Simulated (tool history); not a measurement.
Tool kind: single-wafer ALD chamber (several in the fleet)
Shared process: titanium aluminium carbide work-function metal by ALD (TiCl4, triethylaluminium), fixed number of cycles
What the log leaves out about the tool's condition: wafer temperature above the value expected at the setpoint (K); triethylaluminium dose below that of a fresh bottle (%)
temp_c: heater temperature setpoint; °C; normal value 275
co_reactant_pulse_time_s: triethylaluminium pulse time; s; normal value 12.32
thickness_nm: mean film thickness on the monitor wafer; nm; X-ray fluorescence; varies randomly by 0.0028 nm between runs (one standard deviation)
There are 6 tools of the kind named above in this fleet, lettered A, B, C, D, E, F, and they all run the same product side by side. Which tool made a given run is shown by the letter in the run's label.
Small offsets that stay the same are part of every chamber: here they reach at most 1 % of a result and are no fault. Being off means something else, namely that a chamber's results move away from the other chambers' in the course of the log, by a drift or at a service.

| run | hour | temp_c | co_reactant_pulse_time_s | hours since the last thermocouple change | hours since the last triethylaluminium bottle change | read-back reference wafer on the same gauge, thickness_nm | thickness_nm |
|---|---|---|---|---|---|---|---|
| 1E | 14.5 | 275 | 12.32 | 1763.9 | 119.2 | 1.5991 | 1.8148 |
|  | 21.0 | chamber F: thermocouple changed; heater temperature recalibrated |
| 2D | 31.0 | 275 | 12.32 | 1692.4 | 1023.5 | 1.5987 | 1.8213 |
| 3C | 44.6 | 275 | 12.32 | 1727.8 | 853.5 | 1.5993 | 1.8018 |
| 4A | 52.9 | 275 | 12.32 | 770.6 | 453.1 | 1.5988 | 1.8145 |
| 5F | 62.2 | 275 | 12.32 | 41.2 | 338.3 | 1.5988 | 1.8283 |
| 6B | 73.4 | 275 | 12.32 | 1480.5 | 324.5 | 1.5993 | 1.7999 |
| 7C | 85.0 | 275 | 12.32 | 1768.2 | 893.9 | 1.5985 | 1.8002 |
| 8A | 100.2 | 289 | 8.31 | 817.9 | 500.4 | 1.5978 | 1.8456 |
| 9E | 112.3 | 289 | 8.31 | 1861.7 | 217.0 | 1.5979 | 1.8555 |
| 10F | 124.5 | 289 | 8.31 | 103.5 | 400.6 | 1.5974 | 1.8676 |
| 11D | 131.7 | 289 | 8.31 | 1793.1 | 1124.2 | 1.5975 | 1.8488 |
| 12B | 144.8 | 289 | 8.31 | 1551.9 | 395.9 | 1.5970 | 1.8373 |
|  | 150.1 | chamber D: thermocouple changed; heater temperature recalibrated |
| 13A | 158.0 | 289 | 8.31 | 875.7 | 558.2 | 1.5973 | 1.8437 |
| 14C | 168.2 | 275 | 12.32 | 1851.4 | 977.1 | 1.5965 | 1.7966 |
| 15B | 175.6 | 275 | 12.32 | 1582.7 | 426.7 | 1.5960 | 1.7986 |
| 16F | 184.8 | 275 | 12.32 | 163.8 | 460.9 | 1.5964 | 1.8225 |
|  | 185.2 | chamber D: triethylaluminium bottle replaced |
| 17E | 194.9 | 275 | 12.32 | 1944.3 | 299.6 | 1.5952 | 1.8126 |
| 18D | 208.1 | 275 | 12.32 | 58.1 | 23.0 | 1.5956 | 1.8201 |
| 19B | 220.5 | 275 | 12.32 | 1627.6 | 471.6 | 1.5957 | 1.7973 |
| 20D | 232.3 | 275 | 12.32 | 82.3 | 47.2 | 1.5953 | 1.8084 |
| 21E | 244.7 | 275 | 12.32 | 1994.1 | 349.4 | 1.5950 | 1.8083 |
| 22A | 257.0 | 275 | 12.32 | 974.7 | 657.2 | 1.5949 | 1.8063 |
| 23F | 271.8 | 275 | 12.32 | 250.8 | 547.9 | 1.5945 | 1.8253 |
| 24C | 288.0 | 275 | 12.32 | 1971.2 | 1096.9 | 1.5943 | 1.7987 |
|  | 291.9 | chamber C: triethylaluminium bottle replaced |
| 25C | 302.1 | 275 | 12.32 | 1985.3 | 10.3 | 1.5942 | 1.8010 |
| 26F | 312.5 | 275 | 12.32 | 291.5 | 588.6 | 1.5932 | 1.8235 |
| 27B | 321.6 | 275 | 12.32 | 1728.7 | 572.7 | 1.5933 | 1.7977 |
| 28E | 336.7 | 264 | 14.17 | 2086.1 | 441.4 | 1.5931 | 1.7289 |
| 29D | 348.7 | 264 | 14.17 | 198.7 | 163.6 | 1.5930 | 1.7349 |
|  | 355.5 | chamber B: thermocouple changed; heater temperature recalibrated |
|  | 356.6 | chamber E: triethylaluminium bottle replaced |
| 30A | 360.6 | 264 | 14.17 | 1078.3 | 760.8 | 1.5929 | 1.7222 |
| 31C | 371.0 | 264 | 14.17 | 2054.2 | 79.2 | 1.5920 | 1.7176 |
| 32B | 383.0 | 264 | 14.17 | 27.6 | 634.1 | 1.5922 | 1.7135 |
| 33F | 396.4 | 264 | 14.17 | 375.4 | 672.5 | 1.5925 | 1.7328 |
| 34D | 406.9 | 275 | 12.32 | 256.9 | 221.8 | 1.5918 | 1.8094 |
| 35E | 415.6 | 275 | 12.32 | 2165.0 | 59.1 | 1.5919 | 1.8102 |
| 36A | 423.6 | 275 | 12.32 | 1141.3 | 823.8 | 1.5910 | 1.8073 |
| 37E | 437.6 | 275 | 12.32 | 2187.0 | 81.1 | 1.5909 | 1.8046 |
| 38D | 449.8 | 275 | 12.32 | 299.8 | 264.7 | 1.5905 | 1.8096 |
| 39B | 462.2 | 275 | 12.32 | 106.8 | 713.3 | 1.5904 | 1.7965 |
| 40F | 471.2 | 275 | 12.32 | 450.2 | 747.3 | 1.5906 | 1.8140 |
| 41A | 481.6 | 275 | 12.32 | 1199.3 | 881.8 | 1.5898 | 1.8030 |

Next, every chamber runs the same settings. What will each give?
| 42A | 493.4 | 275 | 7.61 |  |  |  | ? |
| 42B | 493.4 | 275 | 7.61 |  |  |  | ? |
| 42C | 493.4 | 275 | 7.61 |  |  |  | ? |
| 42D | 493.4 | 275 | 7.61 |  |  |  | ? |
| 42E | 493.4 | 275 | 7.61 |  |  |  | ? |
| 42F | 493.4 | 275 | 7.61 |  |  |  | ? |

| run | thickness_nm |
|---|---|
| 42A | 1.6930 |
| 42B | 1.6828 |
| 42C | 1.6858 |
| 42D | 1.7019 |
| 42E | 1.7063 |
| 42F | 1.7062 |
